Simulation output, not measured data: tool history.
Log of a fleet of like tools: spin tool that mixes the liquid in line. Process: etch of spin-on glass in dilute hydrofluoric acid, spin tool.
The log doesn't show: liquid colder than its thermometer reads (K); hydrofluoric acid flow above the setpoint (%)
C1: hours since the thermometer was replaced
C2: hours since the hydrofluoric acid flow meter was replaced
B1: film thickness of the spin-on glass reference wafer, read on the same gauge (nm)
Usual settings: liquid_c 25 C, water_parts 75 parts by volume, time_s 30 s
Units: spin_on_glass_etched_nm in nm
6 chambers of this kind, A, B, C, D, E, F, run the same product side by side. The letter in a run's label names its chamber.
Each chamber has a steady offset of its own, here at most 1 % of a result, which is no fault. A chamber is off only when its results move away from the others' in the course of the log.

Run 1B, day 0.321: usual settings; C1 1064.2; C2 579.9; B1 79.984. Result: spin_on_glass_etched_nm 20.6100 nm.
Run 2D, day 0.579: usual settings; C1 147.8; C2 432.7; B1 80.023. Result: spin_on_glass_etched_nm 20.7980 nm.
Run 3E, day 0.975: usual settings; C1 719.0; C2 1481.6; B1 79.979. Result: spin_on_glass_etched_nm 20.5390 nm.
Run 4C, day 1.317: usual settings; C1 785.6; C2 1822.8; B1 80.006. Result: spin_on_glass_etched_nm 20.9130 nm.
Run 5A, day 1.608: usual settings; C1 1148.2; C2 574.0; B1 79.971. Result: spin_on_glass_etched_nm 20.9690 nm.
Run 6F, day 1.900: usual settings; C1 1352.7; C2 815.2; B1 80.000. Result: spin_on_glass_etched_nm 20.8720 nm.
Run 7E, day 2.125: usual settings; C1 746.6; C2 1509.2; B1 80.012. Result: spin_on_glass_etched_nm 20.8970 nm.
At day 2.396: chamber E: thermometer replaced.
Run 8C, day 2.488: usual settings; C1 813.7; C2 1850.9; B1 79.994. Result: spin_on_glass_etched_nm 20.7400 nm.
Run 9D, day 2.829: usual settings; C1 201.8; C2 486.7; B1 79.999. Result: spin_on_glass_etched_nm 21.0800 nm.
Run 10F, day 3.062: usual settings; C1 1380.6; C2 843.1; B1 80.026. Result: spin_on_glass_etched_nm 21.0160 nm.
Run 11B, day 3.296: usual settings; C1 1135.6; C2 651.3; B1 80.002. Result: spin_on_glass_etched_nm 20.2630 nm.
Run 12A, day 3.567: usual settings; C1 1195.2; C2 621.0; B1 79.978. Result: spin_on_glass_etched_nm 21.0050 nm.
Run 13E, day 3.767: usual settings; C1 33.0; C2 1548.6; B1 79.995. Result: spin_on_glass_etched_nm 20.7630 nm.
Run 14D, day 4.046: usual settings; C1 231.0; C2 515.9; B1 80.034. Result: spin_on_glass_etched_nm 21.0360 nm.
Run 15C, day 4.233: usual settings; C1 855.6; C2 1892.8; B1 80.034. Result: spin_on_glass_etched_nm 20.8730 nm.
Run 16A, day 4.417: usual settings; C1 1215.6; C2 641.4; B1 80.023. Result: spin_on_glass_etched_nm 20.7840 nm.
Run 17F, day 4.596: usual settings; C1 1417.4; C2 879.9; B1 79.968. Result: spin_on_glass_etched_nm 20.8520 nm.
Run 18B, day 4.871: usual settings; C1 1173.4; C2 689.1; B1 80.030. Result: spin_on_glass_etched_nm 20.2260 nm.
Run 19E, day 5.138: usual settings; C1 65.9; C2 1581.5; B1 79.971. Result: spin_on_glass_etched_nm 20.8820 nm.
Run 20A, day 5.479: usual settings; C1 1241.1; C2 666.9; B1 79.983. Result: spin_on_glass_etched_nm 20.6760 nm.
Run 21B, day 5.792: usual settings but water_parts 90 parts by volume, time_s 15 s; C1 1195.5; C2 711.2; B1 80.017. Result: spin_on_glass_etched_nm 8.1500 nm.
Run 22D, day 6.088: usual settings but water_parts 90 parts by volume, time_s 15 s; C1 280.0; C2 564.9; B1 80.001. Result: spin_on_glass_etched_nm 8.5604 nm.
Run 23F, day 6.283: usual settings but water_parts 90 parts by volume, time_s 15 s; C1 1457.9; C2 920.4; B1 79.993. Result: spin_on_glass_etched_nm 8.4835 nm.
Run 24C, day 6.679: usual settings but water_parts 90 parts by volume, time_s 15 s; C1 914.3; C2 1951.5; B1 79.978. Result: spin_on_glass_etched_nm 8.4747 nm.
Run 25F, day 6.917: usual settings but water_parts 90 parts by volume, time_s 15 s; C1 1473.1; C2 935.6; B1 80.009. Result: spin_on_glass_etched_nm 8.4757 nm.
Run 26A, day 7.221: usual settings but water_parts 90 parts by volume, time_s 15 s; C1 1282.9; C2 708.7; B1 80.003. Result: spin_on_glass_etched_nm 8.5360 nm.
Run 27D, day 7.604: usual settings; C1 316.4; C2 601.3; B1 79.995. Result: spin_on_glass_etched_nm 21.1130 nm.
Run 28E, day 7.867: usual settings; C1 131.4; C2 1647.0; B1 80.020. Result: spin_on_glass_etched_nm 21.0470 nm.
Run 29C, day 8.071: usual settings; C1 947.7; C2 1984.9; B1 80.006. Result: spin_on_glass_etched_nm 21.0620 nm.
Run 30B, day 8.362: usual settings; C1 1257.2; C2 772.9; B1 79.966. Result: spin_on_glass_etched_nm 19.4140 nm.
Run 31E, day 8.679: usual settings; C1 150.9; C2 1666.5; B1 79.976. Result: spin_on_glass_etched_nm 20.9140 nm.
Run 32B, day 8.871: usual settings; C1 1269.4; C2 785.1; B1 79.998. Result: spin_on_glass_etched_nm 19.2500 nm.
Run 33A, day 9.121: usual settings but time_s 40 s; C1 1328.5; C2 754.3; B1 80.003. Result: spin_on_glass_etched_nm 27.7520 nm.
Run 34C, day 9.475: usual settings but time_s 40 s; C1 981.4; C2 2018.6; B1 79.969. Result: spin_on_glass_etched_nm 28.0200 nm.
Run 35F, day 9.788: usual settings but time_s 40 s; C1 1542.0; C2 1004.5; B1 80.019. Result: spin_on_glass_etched_nm 28.0460 nm.
Run 36D, day 10.158: usual settings but time_s 40 s; C1 377.7; C2 662.6; B1 79.986. Result: spin_on_glass_etched_nm 28.0290 nm.
Run 37A, day 10.529: usual settings but time_s 40 s; C1 1362.3; C2 788.1; B1 80.008. Result: spin_on_glass_etched_nm 27.6060 nm.

What goes on in this fleet: one chamber off, a drifting gauge, or nothing beyond the chambers' own small offsets? Name the chamber and the cause, if any.

Chamber B drifts away from the others.
Cause: liquid colder than its thermometer reads (K) = 2.4.
The log may not tell that from: hydrofluoric acid flow below the setpoint (%).

Here are 4 candidates for chamber B's next run, each the usual settings with a change, their results left as question marks. Which one brings its results back in line with what the others give on the usual settings?
In line means no further than this from the other chambers' mean on the usual settings: spin_on_glass_etched_nm 0.5000 nm
Run 38B-1, day 10.812: usual settings but liquid_c 29.5 C. Result: spin_on_glass_etched_nm ?.
Run 38B-2, day 10.812: usual settings but liquid_c 22.5 C. Result: spin_on_glass_etched_nm ?.
Run 38B-3, day 10.812: usual settings but liquid_c 27.5 C. Result: spin_on_glass_etched_nm ?.
Run 38B-4, day 10.812: usual settings but liquid_c 20.5 C. Result: spin_on_glass_etched_nm ?.

The other chambers' mean on the usual settings: spin_on_glass_etched_nm 20.9270 nm
  run  spin_on_glass_etched_nm
38B-1                  22.5260
38B-2                  16.9920
38B-3                  20.8170
38B-4                  15.6340
38B-3 brings the chamber back in line.
